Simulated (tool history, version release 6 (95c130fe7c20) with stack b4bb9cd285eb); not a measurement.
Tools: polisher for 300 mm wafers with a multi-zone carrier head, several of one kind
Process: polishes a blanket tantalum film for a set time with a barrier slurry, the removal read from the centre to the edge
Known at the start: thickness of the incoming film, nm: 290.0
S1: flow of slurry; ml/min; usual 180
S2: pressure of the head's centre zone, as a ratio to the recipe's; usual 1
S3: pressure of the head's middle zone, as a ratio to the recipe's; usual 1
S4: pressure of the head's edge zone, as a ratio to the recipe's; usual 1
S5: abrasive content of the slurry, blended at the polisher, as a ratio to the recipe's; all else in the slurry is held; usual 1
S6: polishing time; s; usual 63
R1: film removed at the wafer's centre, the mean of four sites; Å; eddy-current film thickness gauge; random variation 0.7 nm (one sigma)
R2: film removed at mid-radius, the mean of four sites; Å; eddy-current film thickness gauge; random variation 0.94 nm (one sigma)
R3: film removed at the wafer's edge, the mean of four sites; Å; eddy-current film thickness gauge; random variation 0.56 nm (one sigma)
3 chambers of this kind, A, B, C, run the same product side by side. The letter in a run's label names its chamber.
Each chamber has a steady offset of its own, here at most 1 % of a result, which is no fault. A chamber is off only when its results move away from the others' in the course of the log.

| run | day | S1 | S2 | S3 | S4 | S5 | S6 | R1 | R2 | R3 |
|---|---|---|---|---|---|---|---|---|---|---|
|  | 0.112 | chamber A: worn pad replaced by a new one |
| 1B | 0.2 | 180 | 1 | 1 | 1 | 1 | 63 | 930.8 | 920.23 | 916.74 |
| 2A | 0.35 | 180 | 1 | 1 | 1 | 1 | 63 | 930.04 | 932.35 | 922.03 |
|  | 0.362 | chamber B: centre zone pressure recalibrated |
| 3C | 0.454 | 180 | 1 | 1 | 1 | 1 | 63 | 924.93 | 893.02 | 926.44 |
| 4A | 0.6 | 180 | 1 | 1 | 1 | 1 | 63 | 919.72 | 934.23 | 941.16 |
| 5B | 0.754 | 180 | 1 | 1 | 1 | 1 | 63 | 931.24 | 927.59 | 911.32 |
| 6C | 0.858 | 180 | 1 | 1 | 1 | 1 | 63 | 920.49 | 922.54 | 930.24 |
| 7A | 1.029 | 180 | 1 | 1 | 1 | 1 | 63 | 922.68 | 934.69 | 931.23 |
| 8C | 1.146 | 180 | 1 | 1 | 1 | 1 | 63 | 912.85 | 911.65 | 927.95 |
| 9B | 1.333 | 180 | 1 | 1 | 1 | 1 | 63 | 910.56 | 895.88 | 909.5 |
|  | 1.379 | chamber C: worn pad replaced by a new one |
| 10A | 1.5 | 180 | 1 | 0.96 | 1 | 1 | 63 | 916.7 | 893.59 | 923.9 |
| 11C | 1.662 | 180 | 1 | 0.96 | 1 | 1 | 63 | 930.94 | 901.13 | 923.12 |
| 12B | 1.754 | 180 | 1 | 0.96 | 1 | 1 | 63 | 914.41 | 897.03 | 906.02 |
| 13A | 1.85 | 180 | 1 | 1 | 1 | 1 | 63 | 933.35 | 933.44 | 936.58 |
| 14B | 1.988 | 180 | 1 | 1 | 1 | 1 | 63 | 910.24 | 884.97 | 903.44 |
| 15C | 2.146 | 180 | 1 | 1 | 1 | 1 | 63 | 920.71 | 923.46 | 927.83 |
| 16B | 2.325 | 180 | 1 | 1 | 1 | 1 | 63 | 900.21 | 896.42 | 895.06 |
| 17C | 2.517 | 180 | 1 | 1 | 1 | 1 | 63 | 925.05 | 905.12 | 923.44 |
| 18A | 2.708 | 180 | 1 | 1 | 1 | 1 | 63 | 921.19 | 923.44 | 933.39 |
|  | 2.771 | chamber B: worn pad replaced by a new one |
| 19C | 2.842 | 180 | 1 | 1 | 1 | 1 | 63 | 913.27 | 924.91 | 918.46 |
| 20A | 2.942 | 180 | 1 | 1 | 1 | 1 | 63 | 934.44 | 935.96 | 930.14 |
| 21B | 3.1 | 180 | 1 | 1 | 1 | 1 | 63 | 869.43 | 873.44 | 883.38 |
| 22A | 3.271 | 180 | 1 | 1 | 1 | 1 | 63 | 924.8 | 922.54 | 931.14 |
| 23C | 3.362 | 180 | 1 | 1 | 1 | 1 | 63 | 933.22 | 932.04 | 928.96 |
| 24B | 3.5 | 180 | 1 | 1 | 1 | 1 | 63 | 852.81 | 859.63 | 875.43 |
| 25C | 3.696 | 180 | 1 | 1 | 1 | 1 | 63 | 918.82 | 914.63 | 923.35 |
| 26B | 3.892 | 180 | 1 | 1 | 1 | 1 | 63 | 850.52 | 846 | 861.67 |

All 3 chambers run these settings next. Forecast each chamber's results:
| 27A | 4.038 | 180 | 1 | 1 | 1 | 1 | 63 | ? | ? | ? |
| 27B | 4.038 | 180 | 1 | 1 | 1 | 1 | 63 | ? | ? | ? |
| 27C | 4.038 | 180 | 1 | 1 | 1 | 1 | 63 | ? | ? | ? |

| run | R1 | R2 | R3 |
|---|---|---|---|
| 27A | 924.55 | 936.22 | 930.9 |
| 27B | 833.39 | 844.6 | 865.47 |
| 27C | 923.95 | 923.64 | 927.55 |

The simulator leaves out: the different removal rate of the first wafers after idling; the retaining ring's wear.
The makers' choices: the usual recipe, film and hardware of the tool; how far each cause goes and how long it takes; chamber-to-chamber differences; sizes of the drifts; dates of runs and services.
